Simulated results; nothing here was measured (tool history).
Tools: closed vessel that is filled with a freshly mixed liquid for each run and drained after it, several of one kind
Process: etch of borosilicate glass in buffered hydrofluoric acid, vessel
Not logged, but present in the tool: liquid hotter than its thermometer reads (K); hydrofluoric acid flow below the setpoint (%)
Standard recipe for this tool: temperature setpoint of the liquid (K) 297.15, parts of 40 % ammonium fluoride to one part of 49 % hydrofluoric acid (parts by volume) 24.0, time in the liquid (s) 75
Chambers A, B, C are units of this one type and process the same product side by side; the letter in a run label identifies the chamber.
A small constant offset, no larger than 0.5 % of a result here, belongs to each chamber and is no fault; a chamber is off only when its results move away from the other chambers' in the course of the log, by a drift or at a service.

run	hour	temperature setpoint of the liquid (K)	parts of 40 % ammonium fluoride to one part of 49 % hydrofluoric acid (parts by volume)	time in the liquid (s)	hours since the thermometer was replaced	hours since the hydrofluoric acid flow meter was replaced	read-back film thickness of the borosilicate glass reference wafer, read on the same gauge (nm)	thickness taken off the borosilicate glass on a monitor wafer (angstrom)
1B	6.9	297.15	24.0	75	659.8	122.8	120.02	420.09
2A	12.6	297.15	24.0	75	1911.3	246.7	120.00	418.62
3C	16.8	297.15	24.0	75	2731.4	682.3	120.00	406.51
4C	22.1	297.15	24.0	75	2736.7	687.6	120.00	415.39
5B	26.6	297.15	24.0	75	679.5	142.5	119.99	417.82
6A	30.0	297.15	24.0	75	1928.7	264.1	120.00	421.65
7C	34.8	297.15	24.0	75	2749.4	700.3	120.00	408.51
8B	38.4	297.15	24.0	75	691.3	154.3	119.99	415.99
9A	44.0	297.15	24.0	75	1942.7	278.1	119.99	424.44
10B	48.7	297.15	24.0	75	701.6	164.6	119.98	432.58
11C	54.3	297.15	24.0	75	2768.9	719.8	119.99	417.61
12A	57.6	297.15	24.0	75	1956.3	291.7	120.02	422.02
13B	64.1	297.15	24.0	75	717.0	180.0	120.01	446.14
14C	69.2	297.15	19.0	40	2783.8	734.7	120.02	258.53
15A	73.9	297.15	19.0	40	1972.6	308.0	120.00	266.91
16C	79.5	297.15	19.0	40	2794.1	745.0	120.02	264.54
17B	84.3	301.65	14.5	75	737.2	200.2	120.00	889.46
18A	88.6	301.65	14.5	75	1987.3	322.7	120.00	817.90
19A	95.0	301.65	14.5	75	1993.7	329.1	119.99	815.49
20C	100.9	297.15	24.0	75	2815.5	766.4	120.00	416.60
21B	107.2	298.65	24.0	60	760.1	223.1	120.02	397.07
22B	110.3	298.65	24.0	60	763.2	226.2	120.00	399.66
23C	113.5	298.65	24.0	60	2828.1	779.0	120.00	357.06
24A	118.6	297.15	24.0	75	2017.3	352.7	120.01	408.47

Decide between three cases: one chamber stands off from its peers, the gauge reading all wafers drifts, or nothing is wrong past each chamber's small offset. Where a chamber is off, say which and what most likely put it there.

One chamber, B, drifts off from the rest bit by bit.
Most likely cause: liquid hotter than its thermometer reads (K) = 2.45.

Below are 4 candidate recipes for chamber B's next run, each the usual settings with a change, their results shown as question marks. Which of them brings B's results back in line with what the other chambers give on the usual settings?
Allowed miss from the other chambers' usual-settings mean, per result, to count as in line: thickness taken off the borosilicate glass on a monitor wafer (angstrom) 13.00
25B-1	123.6	297.15	24.0	70				?
25B-2	123.6	294.65	24.0	75				?
25B-3	123.6	297.15	24.0	80				?
25B-4	123.6	298.15	21.5	75				?

Usual-settings mean across the other chambers: thickness taken off the borosilicate glass on a monitor wafer (angstrom) 416.39
run	thickness taken off the borosilicate glass on a monitor wafer (angstrom)
25B-1	441.69
25B-2	412.98
25B-3	504.79
25B-4	539.23
25B-2 puts the chamber back in line with the other chambers.
